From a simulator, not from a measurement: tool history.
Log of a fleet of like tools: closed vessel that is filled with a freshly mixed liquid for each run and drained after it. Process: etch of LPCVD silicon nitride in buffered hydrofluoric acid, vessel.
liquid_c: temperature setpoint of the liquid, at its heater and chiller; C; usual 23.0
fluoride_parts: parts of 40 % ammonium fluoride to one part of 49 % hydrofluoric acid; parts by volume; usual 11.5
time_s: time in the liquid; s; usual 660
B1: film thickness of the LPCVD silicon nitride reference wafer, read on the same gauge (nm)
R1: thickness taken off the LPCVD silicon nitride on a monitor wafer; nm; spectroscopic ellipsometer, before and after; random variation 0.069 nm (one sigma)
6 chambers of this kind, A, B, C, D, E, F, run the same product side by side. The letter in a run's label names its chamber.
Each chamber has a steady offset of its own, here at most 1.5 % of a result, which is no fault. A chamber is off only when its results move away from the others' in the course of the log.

Run 1F, hour 12.5: usual settings; B1 49.985. Result: R1 8.6990 nm.
At hour 15.1: chamber D: thermometer replaced.
Run 2D, hour 24.2: usual settings; B1 50.007. Result: R1 8.6849 nm.
Run 3A, hour 35.0: usual settings; B1 49.996. Result: R1 8.7927 nm.
Run 4E, hour 42.8: usual settings; B1 49.981. Result: R1 8.8013 nm.
Run 5C, hour 54.3: usual settings; B1 50.010. Result: R1 8.7752 nm.
Run 6B, hour 66.5: usual settings; B1 50.002. Result: R1 8.7272 nm.
Run 7D, hour 72.0: usual settings; B1 49.992. Result: R1 8.6309 nm.
Run 8F, hour 84.6: usual settings; B1 49.996. Result: R1 8.7795 nm.
Run 9A, hour 95.8: usual settings; B1 49.984. Result: R1 8.7952 nm.
Run 10B, hour 101.5: usual settings; B1 50.007. Result: R1 8.7412 nm.
Run 11C, hour 108.3: usual settings; B1 50.002. Result: R1 8.7642 nm.
Run 12E, hour 114.1: usual settings but liquid_c 19.0 C; B1 49.985. Result: R1 6.9623 nm.
Run 13F, hour 126.8: usual settings but liquid_c 19.0 C; B1 50.006. Result: R1 7.0156 nm.
Run 14B, hour 137.8: usual settings but liquid_c 19.0 C; B1 49.982. Result: R1 7.0412 nm.
Run 15D, hour 149.8: usual settings but liquid_c 19.0 C; B1 50.006. Result: R1 7.0164 nm.
Run 16C, hour 156.8: usual settings but liquid_c 19.0 C; B1 50.011. Result: R1 7.0571 nm.
Run 17E, hour 162.5: usual settings but liquid_c 19.0 C; B1 49.998. Result: R1 7.0408 nm.
Run 18A, hour 169.9: usual settings but liquid_c 26.0 C; B1 49.985. Result: R1 10.4510 nm.
Run 19D, hour 179.9: usual settings but liquid_c 26.0 C; B1 49.974. Result: R1 10.1040 nm.
Run 20C, hour 190.2: usual settings but liquid_c 26.0 C; B1 49.986. Result: R1 10.0670 nm.
Run 21F, hour 197.8: usual settings but liquid_c 26.0 C; B1 49.986. Result: R1 10.2840 nm.
Run 22B, hour 205.3: usual settings but liquid_c 26.0 C; B1 49.982. Result: R1 10.3340 nm.
Run 23E, hour 211.4: usual settings but liquid_c 26.0 C; B1 49.990. Result: R1 10.3320 nm.
Run 24A, hour 219.7: usual settings; B1 49.996. Result: R1 8.7346 nm.
At hour 221.2: chamber B: hydrofluoric acid flow meter replaced.
Run 25B, hour 232.0: usual settings but liquid_c 20.5 C, time_s 535 s; B1 49.985. Result: R1 6.2199 nm.
Run 26F, hour 244.7: usual settings but liquid_c 20.5 C, time_s 535 s; B1 50.009. Result: R1 6.0764 nm.
Run 27E, hour 252.6: usual settings but liquid_c 20.5 C, time_s 535 s; B1 49.979. Result: R1 6.1870 nm.
Run 28D, hour 262.7: usual settings but liquid_c 20.5 C, time_s 535 s; B1 49.989. Result: R1 6.1270 nm.
Run 29C, hour 269.7: usual settings but liquid_c 20.5 C, time_s 535 s; B1 49.991. Result: R1 5.9618 nm.
Run 30A, hour 277.9: usual settings but liquid_c 20.5 C, time_s 535 s; B1 49.977. Result: R1 6.2755 nm.
Run 31A, hour 286.0: usual settings; B1 49.983. Result: R1 8.7128 nm.
Run 32C, hour 293.7: usual settings; B1 49.992. Result: R1 8.4613 nm.
Run 33E, hour 304.7: usual settings; B1 49.994. Result: R1 8.7655 nm.
Run 34B, hour 311.4: usual settings; B1 49.974. Result: R1 8.7775 nm.
Run 35D, hour 319.7: usual settings; B1 50.004. Result: R1 8.6172 nm.
Run 36F, hour 331.4: usual settings; B1 49.970. Result: R1 8.7248 nm.
Run 37B, hour 342.9: usual settings; B1 49.996. Result: R1 8.8708 nm.
Run 38F, hour 352.9: usual settings; B1 50.012. Result: R1 8.5951 nm.
Run 39C, hour 361.8: usual settings but time_s 475 s; B1 49.996. Result: R1 5.9822 nm.

Next, every chamber runs the same settings. What will each give?
Run 40A, hour 370.9: usual settings. Result: R1 ?.
Run 40B, hour 370.9: usual settings. Result: R1 ?.
Run 40C, hour 370.9: usual settings. Result: R1 ?.
Run 40D, hour 370.9: usual settings. Result: R1 ?.
Run 40E, hour 370.9: usual settings. Result: R1 ?.
Run 40F, hour 370.9: usual settings. Result: R1 ?.

run      R1
40A  8.8652
40B  8.7867
40C  8.1676
40D  8.6407
40E  8.6682
40F  8.6055
